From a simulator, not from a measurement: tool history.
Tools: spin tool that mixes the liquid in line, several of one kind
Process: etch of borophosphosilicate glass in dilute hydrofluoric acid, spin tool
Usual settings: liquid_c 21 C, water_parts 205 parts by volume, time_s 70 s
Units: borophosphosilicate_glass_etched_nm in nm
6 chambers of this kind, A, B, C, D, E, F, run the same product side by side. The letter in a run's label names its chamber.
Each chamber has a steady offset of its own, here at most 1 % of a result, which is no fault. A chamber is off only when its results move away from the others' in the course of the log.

run     day  liquid_c  water_parts  time_s  read-back film thickness of the borophosphosilicate glass reference wafer, read on the same gauge (nm)  borophosphosilicate_glass_etched_nm
 1A   0.521        21          205      70                                                                                                  140.03                               12.891
        0.7  -- chamber A: thermometer replaced
 2B   1.025        21          205      70                                                                                                  140.03                               13.185
 3E   1.517        21          205      70                                                                                                  139.99                                12.96
 4F   1.992        21          205      70                                                                                                  140.04                               13.087
      2.362  -- chamber C: thermometer replaced
 5D   2.367        21          205      70                                                                                                  139.98                                12.74
 6C   2.917        21          205      35                                                                                                  139.95                               6.5075
 7C   3.542        21          205      35                                                                                                  139.99                               6.4813
 8E   4.096        21          205      35                                                                                                     140                               6.5244
 9B   4.492        21          205      35                                                                                                  140.02                                6.518
10A   5.142        21          205      35                                                                                                  140.03                               6.5432
11D   5.642        21          205      35                                                                                                  139.99                                6.473
12F   6.183        21          205      70                                                                                                  139.98                               12.862
13D   6.858        21          205      70                                                                                                  139.98                               12.915
14C   7.296      23.5          205      55                                                                                                     140                               11.207
      7.312  -- chamber F: thermometer replaced
15E    7.75      23.5          205      55                                                                                                  139.98                                11.05
16B   8.304      23.5          205      55                                                                                                  139.98                               11.402
17F     8.9      23.5          205      55                                                                                                  140.01                               11.087
18A    9.25      23.5          205      55                                                                                                  140.01                               11.255
      9.317  -- chamber C: hydrofluoric acid flow meter replaced
      9.358  -- chamber E: hydrofluoric acid flow meter replaced
19A   9.658      23.5          205      55                                                                                                  140.03                               11.458
20B  10.088        21          205      70                                                                                                  140.01                               13.313
21D  10.492        21          205      70                                                                                                  140.03                                12.83
     10.504  -- chamber D: hydrofluoric acid flow meter replaced
22C  10.967        21          205      70                                                                                                     140                               12.791
23E  11.392        21          205      70                                                                                                  139.98                               12.905
24F  11.879        21          205      55                                                                                                     140                               10.238
25A  12.217        21          205      55                                                                                                  140.04                               10.347
26E    12.8        21          205      55                                                                                                  140.02                               10.108
27D  13.121        21          205      55                                                                                                  139.96                               10.116
28B  13.771        21          205      55                                                                                                  140.05                               11.004
29F  14.421        21          205      55                                                                                                  139.98                               10.274
30C  14.762        21          205      70                                                                                                     140                               12.853
31A    15.3        21          205      70                                                                                                  139.97                               13.121
32D  15.929        21          205      70                                                                                                     140                               13.045
33C  16.525        21          205      70                                                                                                  139.98                               12.938
34F  16.833        21          205      70                                                                                                  139.98                               13.115
      16.95  -- chamber A: hydrofluoric acid flow meter replaced
35E  17.233        21          205      70                                                                                                  140.02                               13.071
36B  17.654        21          205      70                                                                                                  140.06                               14.232
37B  18.254        21          205      70                                                                                                  140.02                               14.209
38D  18.842        21          205      70                                                                                                     140                               13.068
39C  19.496        21          205      70                                                                                                  139.98                               12.823
40E  19.829        21          205      70                                                                                                     140                                13.08
41A  20.496        21          205      70                                                                                                  139.98                               13.298

Is one chamber off against the others, does the gauge drift, or is nothing wrong? If a chamber is off, say which, and what the likeliest cause is.

Chamber B drifts away from the others.
Cause: hydrofluoric acid flow above the setpoint (%) = 11.2.

Here are 4 candidates for chamber B's next run, each the usual settings with a change, their results left as question marks. Which one brings its results back in line with what the others give on the usual settings?
In line means no further than this from the other chambers' mean on the usual settings: borophosphosilicate_glass_etched_nm 0.45 nm
42B-1  20.979        21          215      65                                                                                                                                            ?
42B-2  20.979        21          185      80                                                                                                                                            ?
42B-3  20.979        21          185      70                                                                                                                                            ?
42B-4  20.979        21          250      70                                                                                                                                            ?

The other chambers' mean on the usual settings: borophosphosilicate_glass_etched_nm 12.994 nm
  run  borophosphosilicate_glass_etched_nm
42B-1                               12.877
42B-2                               18.937
42B-3                                16.57
42B-4                               11.557
42B-1 brings the chamber back in line.
